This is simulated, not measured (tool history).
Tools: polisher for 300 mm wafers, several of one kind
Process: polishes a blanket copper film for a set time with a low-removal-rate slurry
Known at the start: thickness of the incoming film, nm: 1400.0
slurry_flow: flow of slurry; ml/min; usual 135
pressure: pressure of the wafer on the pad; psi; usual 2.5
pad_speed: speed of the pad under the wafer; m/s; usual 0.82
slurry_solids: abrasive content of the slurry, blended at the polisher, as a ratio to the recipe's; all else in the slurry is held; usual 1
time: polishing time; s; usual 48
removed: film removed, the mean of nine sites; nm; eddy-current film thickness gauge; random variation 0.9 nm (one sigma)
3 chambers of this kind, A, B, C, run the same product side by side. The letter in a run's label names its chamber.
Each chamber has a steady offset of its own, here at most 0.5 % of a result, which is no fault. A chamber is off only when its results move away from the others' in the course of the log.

run,day,slurry_flow,pressure,pad_speed,slurry_solids,time,wafers polished on this pad,hours since the slurry nozzle was cleaned,hours since the head pressure was calibrated,hours since the slurry blender was calibrated,removed
1C,0.396,135,2.5,0.82,1,48,530,364.3,748.7,222.5,92.086
2B,0.788,135,2.5,0.82,1,48,644,256.7,1160.2,93,92.593
# day 1.104: chamber C: head pressure recalibrated
3A,1.212,135,2.5,0.82,1,48,981,130,314.7,368.4,90.163
# day 1.321: chamber A: worn pad replaced by a new one
4C,1.85,135,2.5,0.82,1,48,1005,399.2,18,257.4,89.745
# day 2.175: chamber B: slurry blender recalibrated
5B,2.221,135,2.5,0.82,1,48,1112,291.1,1194.6,1.1,91.148
# day 2.533: chamber A: slurry blender recalibrated
# day 2.567: chamber C: worn pad replaced by a new one
6A,2.604,135,2.5,0.82,1,48,419,163.4,348.1,1.7,92.039
7A,3.117,110,2.5,0.82,1,48,586,175.7,360.4,14,88.874
8C,3.667,110,2.5,0.82,1,48,359,442.8,61.6,301,87.276
9B,4.279,110,2.5,0.82,1,48,1783,340.5,1244,50.5,84.469
# day 4.338: chamber C: slurry blender recalibrated
10A,4.621,120,2.9,0.82,1,48,1077,211.8,396.5,50.1,102.34
# day 4.862: chamber A: worn pad replaced by a new one
11C,5.129,120,2.9,0.82,1,48,836,477.9,96.7,19.1,103.83
12B,5.604,120,2.9,0.82,1,48,2216,372.3,1275.8,82.3,96.949
13C,6.038,135,2.5,0.82,1,48,1132,499.7,118.5,40.9,93.121
14A,6.492,135,2.5,0.82,1,48,531,256.7,441.4,95,91.097
# day 6.512: chamber C: worn pad replaced by a new one
15B,6.975,135,2.5,0.82,1,48,2663,405.2,1308.7,115.2,85.315
# day 7.158: chamber B: slurry blender recalibrated
# day 7.508: chamber A: head pressure recalibrated
16B,7.621,135,2.5,0.82,1,48,2873,420.7,1324.2,11.1,83.578
17A,8.162,135,2.9,0.82,1,41,1076,296.8,15.8,135.1,89.703
# day 8.167: chamber A: worn pad replaced by a new one
18C,8.725,135,2.9,0.82,1,41,722,564.2,183,105.4,90.386
19A,9.104,135,2.9,0.82,1,41,306,319.4,38.4,157.7,90.195
20C,9.542,135,2.5,0.82,1,48,988,583.8,202.6,125,91.927

All 3 chambers run these settings next. Forecast each chamber's results:
21A,10.017,135,2.5,0.82,1,48,,,,,?
21B,10.017,135,2.5,0.82,1,48,,,,,?
21C,10.017,135,2.5,0.82,1,48,,,,,?

run,removed
21A,91.155
21B,79.613
21C,91.348
